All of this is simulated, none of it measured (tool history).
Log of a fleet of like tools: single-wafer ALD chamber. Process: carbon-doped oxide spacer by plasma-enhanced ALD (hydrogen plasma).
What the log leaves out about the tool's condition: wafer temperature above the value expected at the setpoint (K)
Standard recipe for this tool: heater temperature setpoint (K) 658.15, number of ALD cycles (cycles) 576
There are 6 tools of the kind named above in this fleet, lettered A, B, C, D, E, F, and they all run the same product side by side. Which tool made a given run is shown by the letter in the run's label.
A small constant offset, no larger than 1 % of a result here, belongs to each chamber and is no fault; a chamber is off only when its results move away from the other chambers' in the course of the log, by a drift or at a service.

run   hour  heater temperature setpoint (K)  number of ALD cycles (cycles)  hours since the last thermocouple change  read-back reference wafer on the same gauge, thickness_nm  mean film thickness on the monitor wafer (nm)
 1A   10.7                           658.15                            576                                    1727.0                                                     33.186                                         28.996
 2E   20.0                           658.15                            576                                    1894.1                                                     33.204                                         28.692
 3C   27.8                           658.15                            576                                     703.5                                                     33.200                                         28.777
 4F   33.8                           658.15                            576                                     431.0                                                     33.187                                         28.689
 5D   45.8                           672.15                            576                                    1804.3                                                     33.204                                         28.625
 6B   57.3                           672.15                            576                                    1689.4                                                     33.177                                         28.872
 7A   68.6                           672.15                            576                                    1784.9                                                     33.181                                         29.048
      71.5  -- chamber D: thermocouple changed; heater temperature recalibrated
 8C   80.1                           672.15                            576                                     755.8                                                     33.204                                         28.689
 9B   89.8                           672.15                            576                                    1721.9                                                     33.215                                         28.959
10F  101.9                           672.15                            576                                     499.1                                                     33.181                                         28.796
11D  110.5                           658.15                            576                                      39.1                                                     33.212                                         28.580
12E  121.7                           658.15                            576                                    1995.8                                                     33.210                                         28.786
13F  133.0                           658.15                            576                                     530.2                                                     33.184                                         28.541
14D  140.8                           658.15                            576                                      69.4                                                     33.193                                         28.616
15A  147.0                           658.15                            670                                    1863.3                                                     33.207                                         33.828
16B  160.0                           658.15                            670                                    1792.1                                                     33.183                                         33.694
17E  168.7                           658.15                            670                                    2042.8                                                     33.192                                         33.552
18C  180.0                           658.15                            670                                     855.7                                                     33.185                                         33.454
19B  188.4                           658.15                            670                                    1820.5                                                     33.197                                         33.589
20C  198.6                           658.15                            670                                     874.3                                                     33.202                                         33.639
21E  211.8                           658.15                            576                                    2085.9                                                     33.231                                         28.538
22F  225.2                           658.15                            576                                     622.4                                                     33.210                                         28.700
23D  238.3                           658.15                            576                                     166.9                                                     33.221                                         28.759
24A  249.3                           658.15                            576                                    1965.6                                                     33.238                                         29.041
25A  257.3                           658.15                            576                                    1973.6                                                     33.164                                         28.933
26F  267.3                           658.15                            576                                     664.5                                                     33.223                                         28.512
27C  277.9                           658.15                            576                                     953.6                                                     33.158                                         28.847
28E  289.5                           658.15                            576                                    2163.6                                                     33.224                                         28.612
29D  295.4                           658.15                            576                                     224.0                                                     33.190                                         28.762
     303.1  -- chamber E: thermocouple changed; heater temperature recalibrated
30B  306.1                           658.15                            576                                    1938.2                                                     33.191                                         28.846
31C  313.6                           658.15                            576                                     989.3                                                     33.227                                         28.808
32F  323.0                           658.15                            576                                     720.2                                                     33.214                                         28.682
33E  331.5                           658.15                            576                                      28.4                                                     33.194                                         28.667
34D  343.3                           658.15                            576                                     271.9                                                     33.176                                         28.797
35B  350.8                           658.15                            622                                    1982.9                                                     33.203                                         31.116
36A  362.4                           658.15                            622                                    2078.7                                                     33.213                                         31.173
37C  375.7                           658.15                            622                                    1051.4                                                     33.228                                         31.116
38E  385.8                           658.15                            622                                      82.7                                                     33.189                                         30.927
39A  395.7                           658.15                            622                                    2112.0                                                     33.221                                         31.305
40F  401.9                           658.15                            622                                     799.1                                                     33.213                                         31.022
41B  410.9                           650.15                            664                                    2043.0                                                     33.188                                         33.489

Read the log: is a single chamber off, either drifting away or since a service, is the gauge that measures every chamber drifting, or is nothing wrong beyond small per-chamber offsets? Name any odd chamber and what most likely caused it.

All chambers stay in line apart from their small fixed offsets, and the gauge does not drift.
